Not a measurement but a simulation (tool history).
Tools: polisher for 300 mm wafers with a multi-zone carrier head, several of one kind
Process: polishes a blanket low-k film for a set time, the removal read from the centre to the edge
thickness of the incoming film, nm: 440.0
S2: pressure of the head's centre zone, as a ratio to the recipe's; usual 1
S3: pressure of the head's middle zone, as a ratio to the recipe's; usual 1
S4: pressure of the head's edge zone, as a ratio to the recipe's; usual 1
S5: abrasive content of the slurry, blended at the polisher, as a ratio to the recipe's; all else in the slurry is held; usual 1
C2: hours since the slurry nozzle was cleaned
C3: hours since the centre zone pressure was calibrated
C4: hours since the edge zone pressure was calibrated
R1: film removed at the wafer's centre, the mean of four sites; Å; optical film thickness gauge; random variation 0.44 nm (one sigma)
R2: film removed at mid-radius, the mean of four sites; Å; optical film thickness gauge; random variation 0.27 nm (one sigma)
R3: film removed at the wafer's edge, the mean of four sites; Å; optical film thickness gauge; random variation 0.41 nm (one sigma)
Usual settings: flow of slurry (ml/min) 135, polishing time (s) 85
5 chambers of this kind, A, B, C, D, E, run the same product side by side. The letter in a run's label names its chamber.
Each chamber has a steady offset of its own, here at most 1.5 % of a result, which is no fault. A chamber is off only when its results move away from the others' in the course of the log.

{"run": "1C", "hour": 12.7, "flow of slurry (ml/min)": 135, "S2": 1, "S3": 1, "S4": 1, "S5": 1, "polishing time (s)": 85, "wafers polished on this pad": 235, "C2": 500.1, "C3": 368.3, "C4": 139.1, "R1": 354.38, "R2": 363.43, "R3": 366.93}
{"hour": 17.2, "done": "chamber B: worn pad replaced by a new one"}
{"run": "2D", "hour": 22.3, "flow of slurry (ml/min)": 135, "S2": 1, "S3": 1, "S4": 1, "S5": 1, "polishing time (s)": 85, "wafers polished on this pad": 618, "C2": 43.7, "C3": 788.1, "C4": 235.9, "R1": 361.63, "R2": 361.5, "R3": 364.17}
{"run": "3A", "hour": 37.1, "flow of slurry (ml/min)": 135, "S2": 1, "S3": 1, "S4": 1, "S5": 1, "polishing time (s)": 85, "wafers polished on this pad": 746, "C2": 497.7, "C3": 112.3, "C4": 300.3, "R1": 371.61, "R2": 361.19, "R3": 370.55}
{"hour": 37.3, "done": "chamber C: centre zone pressure recalibrated"}
{"hour": 47.1, "done": "chamber C: slurry nozzle cleaned"}
{"run": "4E", "hour": 51.5, "flow of slurry (ml/min)": 135, "S2": 1, "S3": 1, "S4": 1, "S5": 1, "polishing time (s)": 85, "wafers polished on this pad": 901, "C2": 150.2, "C3": 209.9, "C4": 163.1, "R1": 368.75, "R2": 365.83, "R3": 360.95}
{"hour": 63.5, "done": "chamber E: worn pad replaced by a new one"}
{"run": "5B", "hour": 66.3, "flow of slurry (ml/min)": 135, "S2": 1, "S3": 1.04, "S4": 1, "S5": 1, "polishing time (s)": 85, "wafers polished on this pad": 431, "C2": 122.1, "C3": 442.8, "C4": 379, "R1": 359.05, "R2": 370.33, "R3": 358.56}
{"hour": 69.1, "done": "chamber C: worn pad replaced by a new one"}
{"run": "6A", "hour": 75.6, "flow of slurry (ml/min)": 135, "S2": 1, "S3": 1.04, "S4": 1, "S5": 1, "polishing time (s)": 85, "wafers polished on this pad": 1083, "C2": 536.2, "C3": 150.8, "C4": 338.8, "R1": 373.75, "R2": 371.52, "R3": 370.7}
{"run": "7E", "hour": 88.2, "flow of slurry (ml/min)": 135, "S2": 1, "S3": 1.04, "S4": 1, "S5": 1, "polishing time (s)": 85, "wafers polished on this pad": 216, "C2": 186.9, "C3": 246.6, "C4": 199.8, "R1": 368.67, "R2": 380.2, "R3": 358.21}
{"run": "8C", "hour": 97.0, "flow of slurry (ml/min)": 135, "S2": 1, "S3": 1.04, "S4": 1, "S5": 1, "polishing time (s)": 85, "wafers polished on this pad": 245, "C2": 50, "C3": 59.8, "C4": 223.4, "R1": 359.88, "R2": 374.85, "R3": 368.85}
{"hour": 101.6, "done": "chamber A: edge zone pressure recalibrated"}
{"hour": 101.8, "done": "chamber D: worn pad replaced by a new one"}
{"hour": 104.2, "done": "chamber B: worn pad replaced by a new one"}
{"run": "9B", "hour": 106.2, "flow of slurry (ml/min)": 135, "S2": 1, "S3": 1.04, "S4": 1, "S5": 1, "polishing time (s)": 85, "wafers polished on this pad": 17, "C2": 162, "C3": 482.7, "C4": 418.9, "R1": 359.97, "R2": 371.85, "R3": 362.44}
{"run": "10D", "hour": 113.4, "flow of slurry (ml/min)": 135, "S2": 1, "S3": 1, "S4": 1, "S5": 1, "polishing time (s)": 85, "wafers polished on this pad": 102, "C2": 134.8, "C3": 879.2, "C4": 327, "R1": 367.14, "R2": 359.37, "R3": 360.47}
{"hour": 119.1, "done": "chamber A: slurry nozzle cleaned"}
{"run": "11B", "hour": 126.0, "flow of slurry (ml/min)": 135, "S2": 1, "S3": 1, "S4": 1, "S5": 1, "polishing time (s)": 85, "wafers polished on this pad": 191, "C2": 181.8, "C3": 502.5, "C4": 438.7, "R1": 359.91, "R2": 360.45, "R3": 355.96}
{"run": "12E", "hour": 138.3, "flow of slurry (ml/min)": 135, "S2": 1, "S3": 1, "S4": 1, "S5": 1, "polishing time (s)": 85, "wafers polished on this pad": 656, "C2": 237, "C3": 296.7, "C4": 249.9, "R1": 362.83, "R2": 363.82, "R3": 365.47}
{"hour": 148.6, "done": "chamber C: worn pad replaced by a new one"}
{"run": "13C", "hour": 149.9, "flow of slurry (ml/min)": 135, "S2": 1, "S3": 1, "S4": 1, "S5": 1, "polishing time (s)": 85, "wafers polished on this pad": 11, "C2": 102.9, "C3": 112.7, "C4": 276.3, "R1": 361.06, "R2": 359.45, "R3": 367.9}
{"run": "14D", "hour": 160.7, "flow of slurry (ml/min)": 160, "S2": 0.94, "S3": 1, "S4": 1, "S5": 1, "polishing time (s)": 85, "wafers polished on this pad": 517, "C2": 182.1, "C3": 926.5, "C4": 374.3, "R1": 362.42, "R2": 371.21, "R3": 377.55}
{"run": "15A", "hour": 172.6, "flow of slurry (ml/min)": 160, "S2": 0.94, "S3": 1, "S4": 1, "S5": 1, "polishing time (s)": 85, "wafers polished on this pad": 1935, "C2": 53.5, "C3": 247.8, "C4": 71, "R1": 344.43, "R2": 356.94, "R3": 363.81}
{"hour": 175.8, "done": "chamber E: worn pad replaced by a new one"}
{"hour": 181.6, "done": "chamber D: centre zone pressure recalibrated"}
{"run": "16B", "hour": 184.0, "flow of slurry (ml/min)": 160, "S2": 0.94, "S3": 1, "S4": 1, "S5": 1, "polishing time (s)": 85, "wafers polished on this pad": 700, "C2": 239.8, "C3": 560.5, "C4": 496.7, "R1": 349.82, "R2": 371.27, "R3": 368.08}
{"hour": 190.5, "done": "chamber B: worn pad replaced by a new one"}
{"run": "17C", "hour": 195.4, "flow of slurry (ml/min)": 160, "S2": 0.94, "S3": 1, "S4": 1, "S5": 1, "polishing time (s)": 85, "wafers polished on this pad": 411, "C2": 148.4, "C3": 158.2, "C4": 321.8, "R1": 350.81, "R2": 372.67, "R3": 377.33}
{"run": "18A", "hour": 202.4, "flow of slurry (ml/min)": 160, "S2": 0.94, "S3": 1, "S4": 1, "S5": 1, "polishing time (s)": 85, "wafers polished on this pad": 2196, "C2": 83.3, "C3": 277.6, "C4": 100.8, "R1": 334.28, "R2": 355.01, "R3": 358.55}
{"run": "19D", "hour": 211.3, "flow of slurry (ml/min)": 135, "S2": 1, "S3": 1, "S4": 1, "S5": 1, "polishing time (s)": 85, "wafers polished on this pad": 961, "C2": 232.7, "C3": 29.8, "C4": 424.9, "R1": 367.77, "R2": 357.74, "R3": 369.46}
{"hour": 217.2, "done": "chamber C: worn pad replaced by a new one"}
{"run": "20E", "hour": 222.8, "flow of slurry (ml/min)": 135, "S2": 1, "S3": 1, "S4": 1, "S5": 0.75, "polishing time (s)": 85, "wafers polished on this pad": 413, "C2": 321.5, "C3": 381.2, "C4": 334.4, "R1": 316.69, "R2": 319.7, "R3": 310.42}
{"run": "21A", "hour": 232.7, "flow of slurry (ml/min)": 135, "S2": 1, "S3": 1, "S4": 1, "S5": 0.75, "polishing time (s)": 85, "wafers polished on this pad": 2462, "C2": 113.6, "C3": 307.9, "C4": 131.1, "R1": 300.71, "R2": 294.31, "R3": 299.64}
{"run": "22D", "hour": 247.0, "flow of slurry (ml/min)": 135, "S2": 1, "S3": 1, "S4": 1, "S5": 0.75, "polishing time (s)": 85, "wafers polished on this pad": 1274, "C2": 268.4, "C3": 65.5, "C4": 460.6, "R1": 310.9, "R2": 310.58, "R3": 325.43}
{"hour": 252.9, "done": "chamber D: worn pad replaced by a new one"}
{"run": "23E", "hour": 263.1, "flow of slurry (ml/min)": 135, "S2": 1, "S3": 1, "S4": 1, "S5": 0.75, "polishing time (s)": 85, "wafers polished on this pad": 766, "C2": 361.8, "C3": 421.5, "C4": 374.7, "R1": 317.09, "R2": 316.48, "R3": 321.25}
{"hour": 269.9, "done": "chamber B: worn pad replaced by a new one"}
{"run": "24C", "hour": 273.1, "flow of slurry (ml/min)": 135, "S2": 1, "S3": 1, "S4": 1, "S5": 0.75, "polishing time (s)": 85, "wafers polished on this pad": 491, "C2": 226.1, "C3": 235.9, "C4": 399.5, "R1": 318.26, "R2": 315.94, "R3": 324.02}
{"run": "25B", "hour": 283.6, "flow of slurry (ml/min)": 135, "S2": 1, "S3": 1.05, "S4": 1.04, "S5": 1, "polishing time (s)": 85, "wafers polished on this pad": 120, "C2": 339.4, "C3": 660.1, "C4": 596.3, "R1": 363.62, "R2": 376.73, "R3": 362.63}
{"hour": 283.7, "done": "chamber E: worn pad replaced by a new one"}
{"run": "26C", "hour": 291.2, "flow of slurry (ml/min)": 135, "S2": 1, "S3": 1.05, "S4": 1.04, "S5": 1, "polishing time (s)": 85, "wafers polished on this pad": 650, "C2": 244.2, "C3": 254, "C4": 417.6, "R1": 361.48, "R2": 377.14, "R3": 380.17}
{"hour": 295.3, "done": "chamber C: worn pad replaced by a new one"}
{"hour": 299.5, "done": "chamber C: edge zone pressure recalibrated"}
{"run": "27E", "hour": 303.9, "flow of slurry (ml/min)": 135, "S2": 1, "S3": 1.05, "S4": 1.04, "S5": 1, "polishing time (s)": 85, "wafers polished on this pad": 177, "C2": 402.6, "C3": 462.3, "C4": 415.5, "R1": 370.45, "R2": 385.22, "R3": 369.46}
{"run": "28A", "hour": 313.6, "flow of slurry (ml/min)": 135, "S2": 1, "S3": 1.05, "S4": 1.04, "S5": 1, "polishing time (s)": 85, "wafers polished on this pad": 3172, "C2": 194.5, "C3": 388.8, "C4": 212, "R1": 338.15, "R2": 341.19, "R3": 338.93}
{"run": "29B", "hour": 324.2, "flow of slurry (ml/min)": 135, "S2": 1, "S3": 1.05, "S4": 1.04, "S5": 1, "polishing time (s)": 85, "wafers polished on this pad": 477, "C2": 380, "C3": 700.7, "C4": 636.9, "R1": 359.91, "R2": 375.59, "R3": 361.32}
{"run": "30D", "hour": 336.3, "flow of slurry (ml/min)": 135, "S2": 1, "S3": 1, "S4": 1, "S5": 1, "polishing time (s)": 85, "wafers polished on this pad": 732, "C2": 357.7, "C3": 154.8, "C4": 549.9, "R1": 354.87, "R2": 357.7, "R3": 368.28}
{"hour": 337.9, "done": "chamber B: worn pad replaced by a new one"}
{"run": "31D", "hour": 347.8, "flow of slurry (ml/min)": 100, "S2": 1, "S3": 0.94, "S4": 1, "S5": 1, "polishing time (s)": 85, "wafers polished on this pad": 833, "C2": 369.2, "C3": 166.3, "C4": 561.4, "R1": 329.4, "R2": 316.66, "R3": 349.97}
{"run": "32B", "hour": 359.5, "flow of slurry (ml/min)": 100, "S2": 1, "S3": 0.94, "S4": 1, "S5": 1, "polishing time (s)": 85, "wafers polished on this pad": 190, "C2": 415.3, "C3": 736, "C4": 672.2, "R1": 334.06, "R2": 318.03, "R3": 343.39}
{"hour": 361.0, "done": "chamber E: slurry nozzle cleaned"}
{"hour": 372.3, "done": "chamber C: worn pad replaced by a new one"}
{"run": "33A", "hour": 372.7, "flow of slurry (ml/min)": 100, "S2": 1, "S3": 0.94, "S4": 1, "S5": 1, "polishing time (s)": 85, "wafers polished on this pad": 3690, "C2": 253.6, "C3": 447.9, "C4": 271.1, "R1": 303.34, "R2": 287.83, "R3": 311.77}
{"hour": 388.1, "done": "chamber C: centre zone pressure recalibrated"}
{"run": "34C", "hour": 388.6, "flow of slurry (ml/min)": 100, "S2": 1, "S3": 0.94, "S4": 1, "S5": 1, "polishing time (s)": 85, "wafers polished on this pad": 143, "C2": 341.6, "C3": 0.5, "C4": 89.2, "R1": 331.2, "R2": 317.16, "R3": 348.21}
{"hour": 394.0, "done": "chamber E: worn pad replaced by a new one"}
{"run": "35E", "hour": 396.0, "flow of slurry (ml/min)": 100, "S2": 1, "S3": 0.94, "S4": 1, "S5": 1, "polishing time (s)": 85, "wafers polished on this pad": 18, "C2": 35.1, "C3": 554.4, "C4": 507.6, "R1": 339.74, "R2": 323.02, "R3": 352.61}

All 5 chambers run these settings next. Forecast each chamber's results:
{"run": "36A", "hour": 407.6, "flow of slurry (ml/min)": 135, "S2": 1.05, "S3": 1, "S4": 1, "S5": 1, "polishing time (s)": 85, "R1": "?", "R2": "?", "R3": "?"}
{"run": "36B", "hour": 407.6, "flow of slurry (ml/min)": 135, "S2": 1.05, "S3": 1, "S4": 1, "S5": 1, "polishing time (s)": 85, "R1": "?", "R2": "?", "R3": "?"}
{"run": "36C", "hour": 407.6, "flow of slurry (ml/min)": 135, "S2": 1.05, "S3": 1, "S4": 1, "S5": 1, "polishing time (s)": 85, "R1": "?", "R2": "?", "R3": "?"}
{"run": "36D", "hour": 407.6, "flow of slurry (ml/min)": 135, "S2": 1.05, "S3": 1, "S4": 1, "S5": 1, "polishing time (s)": 85, "R1": "?", "R2": "?", "R3": "?"}
{"run": "36E", "hour": 407.6, "flow of slurry (ml/min)": 135, "S2": 1.05, "S3": 1, "S4": 1, "S5": 1, "polishing time (s)": 85, "R1": "?", "R2": "?", "R3": "?"}

run=36A R1=339.25 R2=324.64 R3=324.59
run=36B R1=384.87 R2=355.16 R3=362.29
run=36C R1=384.19 R2=359.54 R3=366.81
run=36D R1=390.5 R2=360.9 R3=371.07
run=36E R1=380.84 R2=363.14 R3=367.01

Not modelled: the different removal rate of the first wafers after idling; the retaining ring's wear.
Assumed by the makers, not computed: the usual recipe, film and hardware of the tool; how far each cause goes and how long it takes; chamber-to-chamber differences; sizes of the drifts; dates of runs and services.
